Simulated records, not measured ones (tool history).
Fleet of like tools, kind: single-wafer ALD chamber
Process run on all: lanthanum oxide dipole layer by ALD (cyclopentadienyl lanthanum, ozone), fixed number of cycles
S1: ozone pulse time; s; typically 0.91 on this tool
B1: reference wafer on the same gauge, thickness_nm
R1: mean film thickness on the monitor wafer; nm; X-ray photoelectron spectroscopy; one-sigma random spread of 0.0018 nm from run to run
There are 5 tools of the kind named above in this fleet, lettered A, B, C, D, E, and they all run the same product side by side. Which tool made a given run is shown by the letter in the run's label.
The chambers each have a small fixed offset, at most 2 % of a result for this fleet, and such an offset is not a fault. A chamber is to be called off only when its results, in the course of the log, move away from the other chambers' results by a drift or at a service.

{"run": "1C", "hour": 4.3, "S1": 0.91, "B1": 0.39198, "R1": 0.48519}
{"run": "2E", "hour": 13.8, "S1": 0.91, "B1": 0.392, "R1": 0.48002}
{"run": "3A", "hour": 19.9, "S1": 0.91, "B1": 0.39187, "R1": 0.48359}
{"run": "4B", "hour": 27.4, "S1": 0.91, "B1": 0.39191, "R1": 0.49178}
{"run": "5D", "hour": 36.7, "S1": 0.91, "B1": 0.39198, "R1": 0.48446}
{"run": "6C", "hour": 43.8, "S1": 0.91, "B1": 0.39198, "R1": 0.48326}
{"run": "7B", "hour": 49.0, "S1": 0.91, "B1": 0.39168, "R1": 0.49238}
{"run": "8A", "hour": 54.1, "S1": 0.91, "B1": 0.39202, "R1": 0.48618}
{"run": "9D", "hour": 61.4, "S1": 0.57, "B1": 0.39212, "R1": 0.39489}
{"run": "10E", "hour": 67.1, "S1": 0.57, "B1": 0.39201, "R1": 0.38716}
{"run": "11B", "hour": 72.0, "S1": 0.57, "B1": 0.39186, "R1": 0.40015}
{"run": "12A", "hour": 77.7, "S1": 0.57, "B1": 0.39217, "R1": 0.39217}
{"run": "13D", "hour": 85.6, "S1": 0.57, "B1": 0.39193, "R1": 0.39492}
{"run": "14C", "hour": 91.0, "S1": 0.91, "B1": 0.39214, "R1": 0.48802}
{"run": "15E", "hour": 95.8, "S1": 1.08, "B1": 0.39168, "R1": 0.5083}
{"run": "16A", "hour": 104.7, "S1": 1.08, "B1": 0.39197, "R1": 0.51452}
{"run": "17C", "hour": 109.1, "S1": 1.08, "B1": 0.39209, "R1": 0.50754}
{"run": "18E", "hour": 117.0, "S1": 1.08, "B1": 0.39204, "R1": 0.51163}
{"run": "19D", "hour": 121.5, "S1": 1.08, "B1": 0.39212, "R1": 0.51311}
{"run": "20B", "hour": 127.4, "S1": 0.91, "B1": 0.39203, "R1": 0.49048}
{"run": "21B", "hour": 136.2, "S1": 0.91, "B1": 0.39213, "R1": 0.49292}
{"run": "22D", "hour": 145.7, "S1": 1.24, "B1": 0.39214, "R1": 0.52946}
{"run": "23E", "hour": 152.1, "S1": 1.24, "B1": 0.39196, "R1": 0.52838}
{"run": "24C", "hour": 159.4, "S1": 1.24, "B1": 0.39206, "R1": 0.52998}
{"run": "25A", "hour": 167.5, "S1": 1.24, "B1": 0.39191, "R1": 0.52893}
{"hour": 171.6, "done": "chamber D: ozone generator serviced"}
{"run": "26A", "hour": 175.6, "S1": 1.24, "B1": 0.39229, "R1": 0.52907}
{"run": "27B", "hour": 181.9, "S1": 0.79, "B1": 0.39215, "R1": 0.46733}
{"hour": 183.7, "done": "chamber C: thermocouple changed; heater temperature recalibrated"}
{"run": "28E", "hour": 191.1, "S1": 0.79, "B1": 0.39198, "R1": 0.45663}
{"run": "29C", "hour": 200.0, "S1": 0.79, "B1": 0.39219, "R1": 0.45628}
{"run": "30D", "hour": 207.8, "S1": 0.79, "B1": 0.39205, "R1": 0.46011}
{"run": "31A", "hour": 215.9, "S1": 0.79, "B1": 0.39218, "R1": 0.45958}
{"run": "32C", "hour": 225.5, "S1": 0.62, "B1": 0.39193, "R1": 0.40474}
{"run": "33D", "hour": 230.1, "S1": 0.62, "B1": 0.39187, "R1": 0.41263}
{"run": "34E", "hour": 239.7, "S1": 0.62, "B1": 0.39187, "R1": 0.40551}
{"run": "35B", "hour": 243.9, "S1": 0.62, "B1": 0.39225, "R1": 0.41601}
{"run": "36C", "hour": 249.6, "S1": 0.62, "B1": 0.39222, "R1": 0.39991}
{"run": "37D", "hour": 256.3, "S1": 0.91, "B1": 0.39192, "R1": 0.48707}
{"run": "38E", "hour": 264.1, "S1": 0.91, "B1": 0.39169, "R1": 0.48}
{"run": "39A", "hour": 269.8, "S1": 0.91, "B1": 0.39192, "R1": 0.48612}

Each of the 5 chambers runs these same settings next. Fill in every chamber's results:
{"run": "40A", "hour": 276.8, "S1": 1.19, "R1": "?"}
{"run": "40B", "hour": 276.8, "S1": 1.19, "R1": "?"}
{"run": "40C", "hour": 276.8, "S1": 1.19, "R1": "?"}
{"run": "40D", "hour": 276.8, "S1": 1.19, "R1": "?"}
{"run": "40E", "hour": 276.8, "S1": 1.19, "R1": "?"}

run=40A R1=0.52623
run=40B R1=0.52847
run=40C R1=0.52133
run=40D R1=0.52414
run=40E R1=0.52469
